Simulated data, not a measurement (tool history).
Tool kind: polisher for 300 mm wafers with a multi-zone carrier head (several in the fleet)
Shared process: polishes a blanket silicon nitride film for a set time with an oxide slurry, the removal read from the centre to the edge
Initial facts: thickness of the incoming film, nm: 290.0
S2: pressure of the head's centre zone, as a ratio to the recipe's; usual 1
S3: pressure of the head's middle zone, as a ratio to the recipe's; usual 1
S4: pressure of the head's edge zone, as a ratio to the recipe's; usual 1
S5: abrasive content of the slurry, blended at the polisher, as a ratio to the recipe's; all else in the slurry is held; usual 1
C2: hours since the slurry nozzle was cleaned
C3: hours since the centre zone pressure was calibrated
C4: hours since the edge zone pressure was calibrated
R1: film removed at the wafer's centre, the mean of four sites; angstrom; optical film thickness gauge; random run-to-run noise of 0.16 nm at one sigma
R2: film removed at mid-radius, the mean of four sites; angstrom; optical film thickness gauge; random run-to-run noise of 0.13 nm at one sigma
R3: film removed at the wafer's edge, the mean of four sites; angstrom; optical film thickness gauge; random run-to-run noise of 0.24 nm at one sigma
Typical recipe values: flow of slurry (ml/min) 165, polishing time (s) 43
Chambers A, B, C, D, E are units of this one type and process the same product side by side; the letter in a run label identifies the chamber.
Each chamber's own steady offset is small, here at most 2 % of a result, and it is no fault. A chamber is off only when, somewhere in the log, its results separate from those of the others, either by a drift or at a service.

{"run": "1B", "hour": 4.3, "flow of slurry (ml/min)": 165, "S2": 1, "S3": 1, "S4": 1, "S5": 1, "polishing time (s)": 43, "wafers polished on this pad": 989, "C2": 654.7, "C3": 38, "C4": 82.6, "R1": 188.34, "R2": 187.42, "R3": 191.21}
{"run": "2A", "hour": 7.6, "flow of slurry (ml/min)": 165, "S2": 1, "S3": 1, "S4": 1, "S5": 1, "polishing time (s)": 43, "wafers polished on this pad": 207, "C2": 344.4, "C3": 616, "C4": 896.2, "R1": 186.65, "R2": 186, "R3": 183.51}
{"run": "3C", "hour": 11.3, "flow of slurry (ml/min)": 165, "S2": 1, "S3": 1, "S4": 1, "S5": 1, "polishing time (s)": 43, "wafers polished on this pad": 1113, "C2": 183.7, "C3": 777, "C4": 196.1, "R1": 184.62, "R2": 185.36, "R3": 188.97}
{"run": "4E", "hour": 14.0, "flow of slurry (ml/min)": 165, "S2": 1, "S3": 1, "S4": 1, "S5": 1, "polishing time (s)": 43, "wafers polished on this pad": 412, "C2": 375.1, "C3": 732.2, "C4": 618.3, "R1": 188.32, "R2": 187.52, "R3": 194.14}
{"run": "5D", "hour": 15.9, "flow of slurry (ml/min)": 165, "S2": 1, "S3": 1, "S4": 1, "S5": 1, "polishing time (s)": 43, "wafers polished on this pad": 258, "C2": 142.8, "C3": 672.4, "C4": 256, "R1": 187.99, "R2": 188.91, "R3": 185.89}
{"run": "6D", "hour": 19.2, "flow of slurry (ml/min)": 165, "S2": 1, "S3": 1, "S4": 1, "S5": 1, "polishing time (s)": 43, "wafers polished on this pad": 295, "C2": 146.1, "C3": 675.7, "C4": 259.3, "R1": 189.13, "R2": 189.93, "R3": 189.39}
{"hour": 19.5, "done": "chamber C: worn pad replaced by a new one"}
{"run": "7A", "hour": 22.0, "flow of slurry (ml/min)": 165, "S2": 1, "S3": 1, "S4": 1, "S5": 1, "polishing time (s)": 43, "wafers polished on this pad": 369, "C2": 358.8, "C3": 630.4, "C4": 910.6, "R1": 182.47, "R2": 185.37, "R3": 187.92}
{"run": "8E", "hour": 25.1, "flow of slurry (ml/min)": 165, "S2": 1, "S3": 1, "S4": 1, "S5": 1, "polishing time (s)": 43, "wafers polished on this pad": 537, "C2": 386.2, "C3": 743.3, "C4": 629.4, "R1": 188.99, "R2": 187.61, "R3": 186.78}
{"run": "9C", "hour": 28.8, "flow of slurry (ml/min)": 165, "S2": 1, "S3": 1, "S4": 1, "S5": 1, "polishing time (s)": 43, "wafers polished on this pad": 104, "C2": 201.2, "C3": 794.5, "C4": 213.6, "R1": 185.08, "R2": 184.25, "R3": 187.47}
{"run": "10B", "hour": 31.2, "flow of slurry (ml/min)": 165, "S2": 1, "S3": 1, "S4": 1, "S5": 1, "polishing time (s)": 43, "wafers polished on this pad": 1291, "C2": 681.6, "C3": 64.9, "C4": 109.5, "R1": 191.38, "R2": 187.04, "R3": 185.92}
{"run": "11D", "hour": 33.1, "flow of slurry (ml/min)": 165, "S2": 1, "S3": 1, "S4": 1, "S5": 1, "polishing time (s)": 43, "wafers polished on this pad": 451, "C2": 160, "C3": 689.6, "C4": 273.2, "R1": 185.2, "R2": 188.76, "R3": 188.97}
{"run": "12B", "hour": 37.1, "flow of slurry (ml/min)": 165, "S2": 1, "S3": 1, "S4": 1, "S5": 1, "polishing time (s)": 43, "wafers polished on this pad": 1358, "C2": 687.5, "C3": 70.8, "C4": 115.4, "R1": 185.98, "R2": 186.76, "R3": 186.34}
{"run": "13C", "hour": 39.4, "flow of slurry (ml/min)": 165, "S2": 1, "S3": 1, "S4": 1, "S5": 1, "polishing time (s)": 43, "wafers polished on this pad": 224, "C2": 211.8, "C3": 805.1, "C4": 224.2, "R1": 183.91, "R2": 184.46, "R3": 189.7}
{"run": "14E", "hour": 43.7, "flow of slurry (ml/min)": 165, "S2": 1, "S3": 1, "S4": 1, "S5": 1, "polishing time (s)": 43, "wafers polished on this pad": 746, "C2": 404.8, "C3": 761.9, "C4": 648, "R1": 187.34, "R2": 187.78, "R3": 191.3}
{"hour": 46.4, "done": "chamber A: centre zone pressure recalibrated"}
{"run": "15A", "hour": 47.4, "flow of slurry (ml/min)": 165, "S2": 1, "S3": 1, "S4": 1, "S5": 1, "polishing time (s)": 49, "wafers polished on this pad": 654, "C2": 384.2, "C3": 1, "C4": 936, "R1": 210.18, "R2": 211.44, "R3": 213.28}
{"run": "16B", "hour": 50.5, "flow of slurry (ml/min)": 165, "S2": 1, "S3": 1, "S4": 1, "S5": 1, "polishing time (s)": 49, "wafers polished on this pad": 1508, "C2": 700.9, "C3": 84.2, "C4": 128.8, "R1": 211.04, "R2": 215.45, "R3": 218.97}
{"hour": 52.0, "done": "chamber A: worn pad replaced by a new one"}
{"run": "17A", "hour": 53.2, "flow of slurry (ml/min)": 165, "S2": 1, "S3": 1, "S4": 1, "S5": 1, "polishing time (s)": 49, "wafers polished on this pad": 13, "C2": 390, "C3": 6.8, "C4": 941.8, "R1": 211.06, "R2": 213.17, "R3": 212.35}
{"hour": 54.7, "done": "chamber D: slurry nozzle cleaned"}
{"run": "18D", "hour": 56.0, "flow of slurry (ml/min)": 165, "S2": 1, "S3": 1, "S4": 1, "S5": 1, "polishing time (s)": 49, "wafers polished on this pad": 708, "C2": 1.3, "C3": 712.5, "C4": 296.1, "R1": 214.02, "R2": 214.95, "R3": 207.5}
{"run": "19C", "hour": 58.9, "flow of slurry (ml/min)": 165, "S2": 1, "S3": 1, "S4": 1, "S5": 1, "polishing time (s)": 49, "wafers polished on this pad": 443, "C2": 231.3, "C3": 824.6, "C4": 243.7, "R1": 220.69, "R2": 208.99, "R3": 213.03}
{"run": "20E", "hour": 63.2, "flow of slurry (ml/min)": 165, "S2": 1, "S3": 1, "S4": 1, "S5": 1, "polishing time (s)": 43, "wafers polished on this pad": 965, "C2": 424.3, "C3": 781.4, "C4": 667.5, "R1": 185.45, "R2": 185.57, "R3": 190.46}
{"hour": 64.3, "done": "chamber B: worn pad replaced by a new one"}
{"run": "21C", "hour": 65.5, "flow of slurry (ml/min)": 165, "S2": 1, "S3": 1, "S4": 1, "S5": 1, "polishing time (s)": 43, "wafers polished on this pad": 517, "C2": 237.9, "C3": 831.2, "C4": 250.3, "R1": 190.53, "R2": 183.34, "R3": 188.45}
{"hour": 66.4, "done": "chamber D: worn pad replaced by a new one"}
{"run": "22E", "hour": 68.1, "flow of slurry (ml/min)": 165, "S2": 1, "S3": 1, "S4": 1, "S5": 1, "polishing time (s)": 43, "wafers polished on this pad": 1020, "C2": 429.2, "C3": 786.3, "C4": 672.4, "R1": 187.55, "R2": 186.61, "R3": 192.45}
{"run": "23D", "hour": 70.1, "flow of slurry (ml/min)": 165, "S2": 1, "S3": 1, "S4": 1, "S5": 1, "polishing time (s)": 43, "wafers polished on this pad": 42, "C2": 15.4, "C3": 726.6, "C4": 310.2, "R1": 188.4, "R2": 188.19, "R3": 187.07}
{"run": "24A", "hour": 72.0, "flow of slurry (ml/min)": 165, "S2": 1, "S3": 1, "S4": 1, "S5": 1, "polishing time (s)": 43, "wafers polished on this pad": 224, "C2": 408.8, "C3": 25.6, "C4": 960.6, "R1": 187.53, "R2": 185.71, "R3": 186.91}
{"hour": 74.4, "done": "chamber A: edge zone pressure recalibrated"}
{"run": "25B", "hour": 76.1, "flow of slurry (ml/min)": 165, "S2": 1, "S3": 1, "S4": 1, "S5": 1, "polishing time (s)": 43, "wafers polished on this pad": 133, "C2": 726.5, "C3": 109.8, "C4": 154.4, "R1": 191.21, "R2": 188.36, "R3": 186.92}
{"run": "26D", "hour": 80.0, "flow of slurry (ml/min)": 165, "S2": 1, "S3": 1, "S4": 1, "S5": 1, "polishing time (s)": 43, "wafers polished on this pad": 153, "C2": 25.3, "C3": 736.5, "C4": 320.1, "R1": 186.12, "R2": 189.18, "R3": 185.71}
{"run": "27B", "hour": 84.1, "flow of slurry (ml/min)": 165, "S2": 1, "S3": 1, "S4": 1, "S5": 1, "polishing time (s)": 43, "wafers polished on this pad": 223, "C2": 734.5, "C3": 117.8, "C4": 162.4, "R1": 189.14, "R2": 188.59, "R3": 187.53}
{"run": "28A", "hour": 86.2, "flow of slurry (ml/min)": 165, "S2": 1, "S3": 1, "S4": 1, "S5": 1, "polishing time (s)": 43, "wafers polished on this pad": 384, "C2": 423, "C3": 39.8, "C4": 11.9, "R1": 184.24, "R2": 187.07, "R3": 189.7}
{"run": "29C", "hour": 88.2, "flow of slurry (ml/min)": 165, "S2": 1, "S3": 1, "S4": 1, "S5": 1, "polishing time (s)": 43, "wafers polished on this pad": 772, "C2": 260.6, "C3": 853.9, "C4": 273, "R1": 198.19, "R2": 183.87, "R3": 187.3}
{"hour": 90.3, "done": "chamber E: worn pad replaced by a new one"}
{"run": "30E", "hour": 91.9, "flow of slurry (ml/min)": 165, "S2": 1, "S3": 1, "S4": 1, "S5": 1, "polishing time (s)": 43, "wafers polished on this pad": 18, "C2": 453, "C3": 810.1, "C4": 696.2, "R1": 187.82, "R2": 186.83, "R3": 191.37}
{"run": "31D", "hour": 94.3, "flow of slurry (ml/min)": 165, "S2": 1, "S3": 1, "S4": 1, "S5": 1, "polishing time (s)": 43, "wafers polished on this pad": 314, "C2": 39.6, "C3": 750.8, "C4": 334.4, "R1": 185.79, "R2": 188.02, "R3": 187.98}

For the next run the whole fleet of 5 chambers uses the same settings. Give each chamber's results:
{"run": "32A", "hour": 97.4, "flow of slurry (ml/min)": 165, "S2": 1, "S3": 1, "S4": 1, "S5": 0.75, "polishing time (s)": 43, "R1": "?", "R2": "?", "R3": "?"}
{"run": "32B", "hour": 97.4, "flow of slurry (ml/min)": 165, "S2": 1, "S3": 1, "S4": 1, "S5": 0.75, "polishing time (s)": 43, "R1": "?", "R2": "?", "R3": "?"}
{"run": "32C", "hour": 97.4, "flow of slurry (ml/min)": 165, "S2": 1, "S3": 1, "S4": 1, "S5": 0.75, "polishing time (s)": 43, "R1": "?", "R2": "?", "R3": "?"}
{"run": "32D", "hour": 97.4, "flow of slurry (ml/min)": 165, "S2": 1, "S3": 1, "S4": 1, "S5": 0.75, "polishing time (s)": 43, "R1": "?", "R2": "?", "R3": "?"}
{"run": "32E", "hour": 97.4, "flow of slurry (ml/min)": 165, "S2": 1, "S3": 1, "S4": 1, "S5": 0.75, "polishing time (s)": 43, "R1": "?", "R2": "?", "R3": "?"}

run=32A R1=160.85 R2=162.54 R3=160.68
run=32B R1=161.76 R2=162.76 R3=160.97
run=32C R1=175.47 R2=159.35 R3=161.26
run=32D R1=162.81 R2=162.52 R3=162.6
run=32E R1=163.43 R2=164.7 R3=166.74
